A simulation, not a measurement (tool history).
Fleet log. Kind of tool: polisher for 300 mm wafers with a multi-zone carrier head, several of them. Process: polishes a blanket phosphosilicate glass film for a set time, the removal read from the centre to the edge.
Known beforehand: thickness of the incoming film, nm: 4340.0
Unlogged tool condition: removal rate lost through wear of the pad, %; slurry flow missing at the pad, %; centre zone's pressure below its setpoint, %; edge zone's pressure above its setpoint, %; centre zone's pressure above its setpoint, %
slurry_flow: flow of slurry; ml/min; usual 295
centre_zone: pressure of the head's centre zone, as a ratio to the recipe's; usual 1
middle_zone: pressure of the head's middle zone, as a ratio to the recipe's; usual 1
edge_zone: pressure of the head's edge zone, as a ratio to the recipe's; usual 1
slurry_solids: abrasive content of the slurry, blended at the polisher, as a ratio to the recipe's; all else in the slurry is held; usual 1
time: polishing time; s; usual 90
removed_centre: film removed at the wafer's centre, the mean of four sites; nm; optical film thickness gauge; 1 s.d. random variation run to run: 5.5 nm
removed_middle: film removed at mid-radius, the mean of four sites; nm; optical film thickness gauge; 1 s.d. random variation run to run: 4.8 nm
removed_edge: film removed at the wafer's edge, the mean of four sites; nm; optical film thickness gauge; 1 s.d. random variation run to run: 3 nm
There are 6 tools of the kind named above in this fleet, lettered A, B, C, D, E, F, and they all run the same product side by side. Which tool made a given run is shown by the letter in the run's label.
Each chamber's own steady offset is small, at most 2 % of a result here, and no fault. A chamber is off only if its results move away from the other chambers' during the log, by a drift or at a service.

| run | hour | slurry_flow | centre_zone | middle_zone | edge_zone | slurry_solids | time | wafers polished on this pad | hours since the slurry nozzle was cleaned | hours since the centre zone pressure was calibrated | hours since the edge zone pressure was calibrated | removed_centre | removed_middle | removed_edge |
|---|---|---|---|---|---|---|---|---|---|---|---|---|---|---|
|  | 4 | chamber D: worn pad replaced by a new one |
| 1B | 4.4 | 295 | 1 | 1 | 1 | 1 | 90 | 492 | 273.6 | 123.4 | 154.9 | 394.64 | 383.01 | 394.82 |
| 2F | 9.3 | 295 | 1 | 1 | 1 | 1 | 90 | 857 | 230.5 | 107.6 | 1008.3 | 397.03 | 392.99 | 388.48 |
|  | 10.7 | chamber E: slurry nozzle cleaned |
| 3C | 13.4 | 295 | 1 | 1 | 1 | 1 | 90 | 199 | 731.4 | 621 | 102.1 | 395.23 | 392.33 | 388.27 |
| 4A | 16.1 | 295 | 1 | 1 | 1 | 1 | 90 | 263 | 263.8 | 335.1 | 687.2 | 392.92 | 388.32 | 389.63 |
| 5D | 18.7 | 295 | 1 | 1 | 1 | 1 | 90 | 124 | 20.2 | 392.9 | 457.2 | 394.1 | 400.15 | 395.86 |
| 6E | 21.2 | 390 | 1 | 1 | 1 | 0.8 | 90 | 599 | 10.5 | 866.2 | 985.2 | 371.46 | 367.47 | 359.58 |
| 7D | 24.8 | 390 | 1 | 1 | 1 | 0.8 | 90 | 175 | 26.3 | 399 | 463.3 | 366.65 | 361.47 | 365.92 |
|  | 26 | chamber B: worn pad replaced by a new one |
| 8B | 28.2 | 390 | 1 | 1 | 1 | 0.8 | 90 | 19 | 297.4 | 147.2 | 178.7 | 369.7 | 360.39 | 361.51 |
| 9F | 31.2 | 390 | 1 | 1 | 1 | 0.8 | 90 | 1042 | 252.4 | 129.5 | 1030.2 | 359.39 | 353.75 | 352.68 |
| 10E | 35 | 390 | 1 | 1 | 1 | 0.8 | 90 | 715 | 24.3 | 880 | 999 | 366.46 | 375.5 | 366.51 |
| 11A | 37.4 | 390 | 1 | 1 | 1 | 0.8 | 90 | 443 | 285.1 | 356.4 | 708.5 | 368.26 | 354.14 | 358.55 |
| 12C | 42.4 | 295 | 1 | 1 | 1 | 1 | 90 | 444 | 760.4 | 650 | 131.1 | 394.68 | 404.63 | 397.98 |
| 13C | 47.1 | 295 | 1 | 1 | 1 | 1 | 90 | 484 | 765.1 | 654.7 | 135.8 | 398.61 | 396.69 | 396.49 |
| 14A | 50.7 | 295 | 1 | 1 | 1 | 1 | 90 | 556 | 298.4 | 369.7 | 721.8 | 393.26 | 386.03 | 391.13 |
|  | 52.7 | chamber F: worn pad replaced by a new one |
|  | 53.5 | chamber C: worn pad replaced by a new one |
| 15E | 55.5 | 295 | 1 | 1 | 1 | 1 | 90 | 889 | 44.8 | 900.5 | 1019.5 | 390.97 | 399.35 | 402.33 |
|  | 56.3 | chamber A: worn pad replaced by a new one |
| 16D | 58.4 | 295 | 1 | 1 | 1.1 | 1 | 90 | 459 | 59.9 | 432.6 | 496.9 | 386.33 | 392.69 | 416.93 |
|  | 58.6 | chamber E: worn pad replaced by a new one |
| 17B | 62.6 | 295 | 1 | 1 | 1.1 | 1 | 90 | 309 | 331.8 | 181.6 | 213.1 | 385.67 | 390.04 | 414.34 |
| 18F | 64.9 | 295 | 1 | 1 | 1.1 | 1 | 90 | 103 | 286.1 | 163.2 | 1063.9 | 390.64 | 393.41 | 410.65 |
| 19D | 69.1 | 295 | 1 | 1 | 1.1 | 1 | 90 | 550 | 70.6 | 443.3 | 507.6 | 378.07 | 394.24 | 414.17 |
|  | 72.2 | chamber D: worn pad replaced by a new one |
| 20B | 73.5 | 295 | 1 | 1 | 1.1 | 1 | 90 | 401 | 342.7 | 192.5 | 224 | 406.3 | 389.31 | 417.34 |
| 21F | 76.8 | 295 | 1 | 1 | 1.1 | 1 | 90 | 203 | 298 | 175.1 | 1075.8 | 395.5 | 397.82 | 414.76 |
| 22A | 80.7 | 295 | 1 | 1 | 1 | 1 | 90 | 206 | 328.4 | 399.7 | 751.8 | 391.79 | 398.15 | 389.94 |
| 23C | 83.6 | 295 | 1 | 1 | 1 | 1 | 90 | 254 | 801.6 | 691.2 | 172.3 | 396.38 | 390.65 | 396.97 |
| 24E | 87.5 | 330 | 1 | 1 | 1 | 1 | 111 | 244 | 76.8 | 932.5 | 1051.5 | 505.64 | 499.62 | 502.91 |
| 25E | 91.4 | 330 | 1 | 1 | 1 | 1 | 111 | 277 | 80.7 | 936.4 | 1055.4 | 495.64 | 486.4 | 503.91 |
|  | 92.9 | chamber F: slurry nozzle cleaned |
| 26C | 93.7 | 330 | 1 | 1 | 1 | 1 | 111 | 339 | 811.7 | 701.3 | 182.4 | 486.37 | 488.57 | 491.8 |
|  | 96.4 | chamber B: worn pad replaced by a new one |
| 27A | 98.4 | 330 | 1 | 1 | 1 | 1 | 111 | 355 | 346.1 | 417.4 | 769.5 | 486.23 | 490.86 | 495.98 |
| 28B | 101.8 | 330 | 1 | 1 | 1 | 1 | 111 | 45 | 371 | 220.8 | 252.3 | 497.95 | 496.5 | 490.77 |
| 29F | 106.2 | 330 | 1 | 1 | 1 | 1 | 111 | 452 | 13.4 | 204.5 | 1105.2 | 489.28 | 487.58 | 483.79 |
| 30D | 110.6 | 295 | 1 | 1 | 1 | 1 | 90 | 324 | 112.1 | 484.8 | 549.1 | 366.76 | 388.68 | 393.11 |
| 31B | 115.5 | 375 | 1 | 1 | 1 | 1.2 | 90 | 161 | 384.7 | 234.5 | 266 | 440.85 | 427.91 | 428.27 |
|  | 116.9 | chamber C: worn pad replaced by a new one |
| 32D | 119.7 | 375 | 1 | 1 | 1 | 1.2 | 90 | 401 | 121.2 | 493.9 | 558.2 | 393.84 | 442.11 | 434.47 |
| 33F | 122 | 375 | 1 | 1 | 1 | 1.2 | 90 | 585 | 29.2 | 220.3 | 1121 | 435.81 | 437.69 | 433.47 |
| 34A | 125.2 | 375 | 1 | 1 | 1 | 1.2 | 90 | 582 | 372.9 | 444.2 | 796.3 | 439.08 | 431.08 | 439.22 |
| 35E | 127.9 | 375 | 1 | 1 | 1 | 1.2 | 90 | 585 | 117.2 | 972.9 | 1091.9 | 440.21 | 430.32 | 442.05 |
| 36C | 130.3 | 375 | 1 | 1 | 1 | 1.2 | 90 | 113 | 848.3 | 737.9 | 219 | 445 | 438.33 | 441.75 |
| 37F | 134.3 | 295 | 1 | 1 | 1 | 1 | 90 | 689 | 41.5 | 232.6 | 1133.3 | 389 | 385.04 | 393.94 |
| 38B | 137.5 | 295 | 1 | 1 | 1 | 1 | 90 | 347 | 406.7 | 256.5 | 288 | 396.8 | 380.72 | 391.84 |
| 39A | 142.1 | 295 | 1 | 1 | 1 | 1 | 90 | 724 | 389.8 | 461.1 | 813.2 | 402.86 | 389.16 | 391.21 |
| 40E | 147.1 | 295 | 1 | 1 | 1 | 1.15 | 113 | 747 | 136.4 | 992.1 | 1111.1 | 520.45 | 528.61 | 533.65 |

Has any chamber moved away from the others, gradually or after a service, or does the common gauge drift, or do the chambers differ only by their own small steady offsets? State the chamber and the most likely cause if one applies.

Little by little, chamber D moves away from the other chambers.
Most likely cause: centre zone's pressure below its setpoint, % = 12.

Which of the 4 candidates below, each the usual settings with something changed and its results left as question marks, puts chamber D back in line with what the other chambers give on the usual settings?
In line means no further than this from the other chambers' mean on the usual settings: removed_centre 19 nm; removed_middle 17 nm; removed_edge 10 nm
| 41D-1 | 150.7 | 280 | 0.83 | 1.03 | 1.07 | 1 | 88 |  |  |  |  | ? | ? | ? |
| 41D-2 | 150.7 | 305 | 1.11 | 0.98 | 0.96 | 1 | 91 |  |  |  |  | ? | ? | ? |
| 41D-3 | 150.7 | 315 | 1.17 | 0.96 | 0.91 | 1 | 94 |  |  |  |  | ? | ? | ? |
| 41D-4 | 150.7 | 285 | 0.89 | 1.02 | 1.04 | 1 | 89 |  |  |  |  | ? | ? | ? |

Other chambers, usual settings, mean: removed_centre 394.39 nm; removed_middle 393.13 nm; removed_edge 394.56 nm
| run | removed_centre | removed_middle | removed_edge |
|---|---|---|---|
| 41D-1 | 272.47 | 393.98 | 399.43 |
| 41D-2 | 394.41 | 392.01 | 393.04 |
| 41D-3 | 433.22 | 398.44 | 396.18 |
| 41D-4 | 299 | 395.51 | 398.48 |
Change 41D-2 lands the chamber within the allowed miss of the other chambers.
